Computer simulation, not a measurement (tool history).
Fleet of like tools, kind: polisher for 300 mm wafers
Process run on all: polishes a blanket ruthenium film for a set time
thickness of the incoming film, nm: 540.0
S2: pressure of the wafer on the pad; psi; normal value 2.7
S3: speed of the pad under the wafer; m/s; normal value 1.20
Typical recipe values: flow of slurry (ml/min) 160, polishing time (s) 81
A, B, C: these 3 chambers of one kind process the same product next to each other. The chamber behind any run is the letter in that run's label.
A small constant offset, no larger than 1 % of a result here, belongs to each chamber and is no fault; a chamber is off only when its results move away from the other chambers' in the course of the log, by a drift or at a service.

{"day": 0.421, "done": "chamber C: worn pad replaced by a new one"}
{"run": "1C", "day": 0.488, "flow of slurry (ml/min)": 160, "S2": 2.7, "S3": 1.2, "polishing time (s)": 81, "film removed (angstrom)": 1318.6}
{"run": "2B", "day": 0.775, "flow of slurry (ml/min)": 160, "S2": 2.7, "S3": 1.2, "polishing time (s)": 81, "film removed (angstrom)": 1347.8}
{"run": "3A", "day": 1.142, "flow of slurry (ml/min)": 160, "S2": 2.7, "S3": 1.2, "polishing time (s)": 81, "film removed (angstrom)": 1360.6}
{"day": 1.258, "done": "chamber A: worn pad replaced by a new one"}
{"run": "4C", "day": 1.554, "flow of slurry (ml/min)": 160, "S2": 2.7, "S3": 1.2, "polishing time (s)": 81, "film removed (angstrom)": 1360.6}
{"day": 1.596, "done": "chamber B: worn pad replaced by a new one"}
{"run": "5A", "day": 1.958, "flow of slurry (ml/min)": 160, "S2": 2.7, "S3": 1.2, "polishing time (s)": 81, "film removed (angstrom)": 1337.3}
{"run": "6B", "day": 2.462, "flow of slurry (ml/min)": 160, "S2": 2.7, "S3": 1.2, "polishing time (s)": 81, "film removed (angstrom)": 1330.1}
{"run": "7C", "day": 2.767, "flow of slurry (ml/min)": 160, "S2": 2.7, "S3": 1.38, "polishing time (s)": 81, "film removed (angstrom)": 1547.7}
{"run": "8B", "day": 3.096, "flow of slurry (ml/min)": 160, "S2": 2.7, "S3": 1.38, "polishing time (s)": 81, "film removed (angstrom)": 1557.1}
{"day": 3.296, "done": "chamber C: worn pad replaced by a new one"}
{"run": "9A", "day": 3.467, "flow of slurry (ml/min)": 160, "S2": 2.7, "S3": 1.38, "polishing time (s)": 81, "film removed (angstrom)": 1521.0}
{"run": "10C", "day": 3.908, "flow of slurry (ml/min)": 160, "S2": 2.7, "S3": 1.2, "polishing time (s)": 81, "film removed (angstrom)": 1347.5}
{"run": "11B", "day": 4.412, "flow of slurry (ml/min)": 160, "S2": 2.7, "S3": 1.2, "polishing time (s)": 81, "film removed (angstrom)": 1344.9}
{"day": 4.633, "done": "chamber C: slurry nozzle cleaned"}
{"run": "12A", "day": 4.742, "flow of slurry (ml/min)": 160, "S2": 2.7, "S3": 1.2, "polishing time (s)": 81, "film removed (angstrom)": 1326.0}
{"day": 4.75, "done": "chamber A: worn pad replaced by a new one"}
{"run": "13C", "day": 5.15, "flow of slurry (ml/min)": 160, "S2": 2.7, "S3": 1.2, "polishing time (s)": 81, "film removed (angstrom)": 1318.8}
{"day": 5.179, "done": "chamber A: slurry nozzle cleaned"}
{"run": "14A", "day": 5.567, "flow of slurry (ml/min)": 160, "S2": 2.7, "S3": 1.2, "polishing time (s)": 81, "film removed (angstrom)": 1355.5}
{"day": 5.917, "done": "chamber C: head pressure recalibrated"}
{"run": "15B", "day": 6.017, "flow of slurry (ml/min)": 130, "S2": 2.7, "S3": 1.36, "polishing time (s)": 81, "film removed (angstrom)": 1454.2}
{"day": 6.433, "done": "chamber C: worn pad replaced by a new one"}
{"run": "16B", "day": 6.5, "flow of slurry (ml/min)": 130, "S2": 2.7, "S3": 1.36, "polishing time (s)": 81, "film removed (angstrom)": 1468.7}
{"day": 6.912, "done": "chamber B: worn pad replaced by a new one"}
{"run": "17C", "day": 6.921, "flow of slurry (ml/min)": 130, "S2": 2.7, "S3": 1.36, "polishing time (s)": 81, "film removed (angstrom)": 1284.0}
{"run": "18A", "day": 7.254, "flow of slurry (ml/min)": 160, "S2": 2.7, "S3": 1.2, "polishing time (s)": 81, "film removed (angstrom)": 1346.5}
{"run": "19B", "day": 7.7, "flow of slurry (ml/min)": 160, "S2": 2.7, "S3": 1.2, "polishing time (s)": 81, "film removed (angstrom)": 1316.0}
{"run": "20C", "day": 8.25, "flow of slurry (ml/min)": 160, "S2": 2.7, "S3": 1.2, "polishing time (s)": 81, "film removed (angstrom)": 1172.8}
{"day": 8.417, "done": "chamber A: worn pad replaced by a new one"}
{"run": "21A", "day": 8.575, "flow of slurry (ml/min)": 160, "S2": 2.7, "S3": 1.2, "polishing time (s)": 81, "film removed (angstrom)": 1349.9}
{"run": "22A", "day": 9.088, "flow of slurry (ml/min)": 160, "S2": 2.7, "S3": 1.2, "polishing time (s)": 81, "film removed (angstrom)": 1341.4}
{"run": "23B", "day": 9.342, "flow of slurry (ml/min)": 160, "S2": 3.3, "S3": 1.2, "polishing time (s)": 81, "film removed (angstrom)": 1637.3}
{"day": 9.454, "done": "chamber C: worn pad replaced by a new one"}
{"run": "24C", "day": 9.717, "flow of slurry (ml/min)": 160, "S2": 3.3, "S3": 1.2, "polishing time (s)": 81, "film removed (angstrom)": 1457.8}
{"run": "25B", "day": 10.021, "flow of slurry (ml/min)": 160, "S2": 3.3, "S3": 1.2, "polishing time (s)": 81, "film removed (angstrom)": 1621.5}
{"run": "26C", "day": 10.4, "flow of slurry (ml/min)": 160, "S2": 2.7, "S3": 1.2, "polishing time (s)": 81, "film removed (angstrom)": 1202.5}
{"run": "27A", "day": 10.938, "flow of slurry (ml/min)": 160, "S2": 2.7, "S3": 1.2, "polishing time (s)": 81, "film removed (angstrom)": 1323.7}
{"run": "28C", "day": 11.258, "flow of slurry (ml/min)": 160, "S2": 2.7, "S3": 1.2, "polishing time (s)": 81, "film removed (angstrom)": 1192.9}
{"day": 11.396, "done": "chamber A: worn pad replaced by a new one"}
{"run": "29A", "day": 11.633, "flow of slurry (ml/min)": 160, "S2": 2.7, "S3": 1.2, "polishing time (s)": 81, "film removed (angstrom)": 1344.0}
{"run": "30B", "day": 12.171, "flow of slurry (ml/min)": 160, "S2": 2.7, "S3": 1.2, "polishing time (s)": 81, "film removed (angstrom)": 1347.7}
{"day": 12.225, "done": "chamber B: worn pad replaced by a new one"}
{"run": "31C", "day": 12.6, "flow of slurry (ml/min)": 160, "S2": 2.7, "S3": 1.2, "polishing time (s)": 81, "film removed (angstrom)": 1192.1}
{"day": 12.688, "done": "chamber C: worn pad replaced by a new one"}
{"run": "32A", "day": 12.896, "flow of slurry (ml/min)": 160, "S2": 2.7, "S3": 0.94, "polishing time (s)": 81, "film removed (angstrom)": 1060.1}
{"run": "33B", "day": 13.138, "flow of slurry (ml/min)": 160, "S2": 2.7, "S3": 0.94, "polishing time (s)": 81, "film removed (angstrom)": 1057.5}
{"run": "34C", "day": 13.488, "flow of slurry (ml/min)": 160, "S2": 2.7, "S3": 0.94, "polishing time (s)": 81, "film removed (angstrom)": 953.75}
{"run": "35B", "day": 13.925, "flow of slurry (ml/min)": 160, "S2": 2.7, "S3": 1.2, "polishing time (s)": 81, "film removed (angstrom)": 1336.2}
{"run": "36A", "day": 14.196, "flow of slurry (ml/min)": 160, "S2": 2.7, "S3": 1.2, "polishing time (s)": 81, "film removed (angstrom)": 1335.2}
{"run": "37B", "day": 14.538, "flow of slurry (ml/min)": 160, "S2": 2.7, "S3": 1.2, "polishing time (s)": 81, "film removed (angstrom)": 1331.8}
{"run": "38A", "day": 15.029, "flow of slurry (ml/min)": 160, "S2": 2.7, "S3": 1.2, "polishing time (s)": 81, "film removed (angstrom)": 1337.3}
{"day": 15.425, "done": "chamber C: worn pad replaced by a new one"}
{"run": "39C", "day": 15.429, "flow of slurry (ml/min)": 160, "S2": 2.7, "S3": 1.2, "polishing time (s)": 81, "film removed (angstrom)": 1177.7}

The same settings go to every chamber for the next run, one line per chamber below. Forecast the results for each:
{"run": "40A", "day": 15.825, "flow of slurry (ml/min)": 160, "S2": 2.7, "S3": 1.58, "polishing time (s)": 81, "film removed (angstrom)": "?"}
{"run": "40B", "day": 15.825, "flow of slurry (ml/min)": 160, "S2": 2.7, "S3": 1.58, "polishing time (s)": 81, "film removed (angstrom)": "?"}
{"run": "40C", "day": 15.825, "flow of slurry (ml/min)": 160, "S2": 2.7, "S3": 1.58, "polishing time (s)": 81, "film removed (angstrom)": "?"}

run=40A film_removed_(angstrom)=1779.70
run=40B film_removed_(angstrom)=1776.20
run=40C film_removed_(angstrom)=1578.30

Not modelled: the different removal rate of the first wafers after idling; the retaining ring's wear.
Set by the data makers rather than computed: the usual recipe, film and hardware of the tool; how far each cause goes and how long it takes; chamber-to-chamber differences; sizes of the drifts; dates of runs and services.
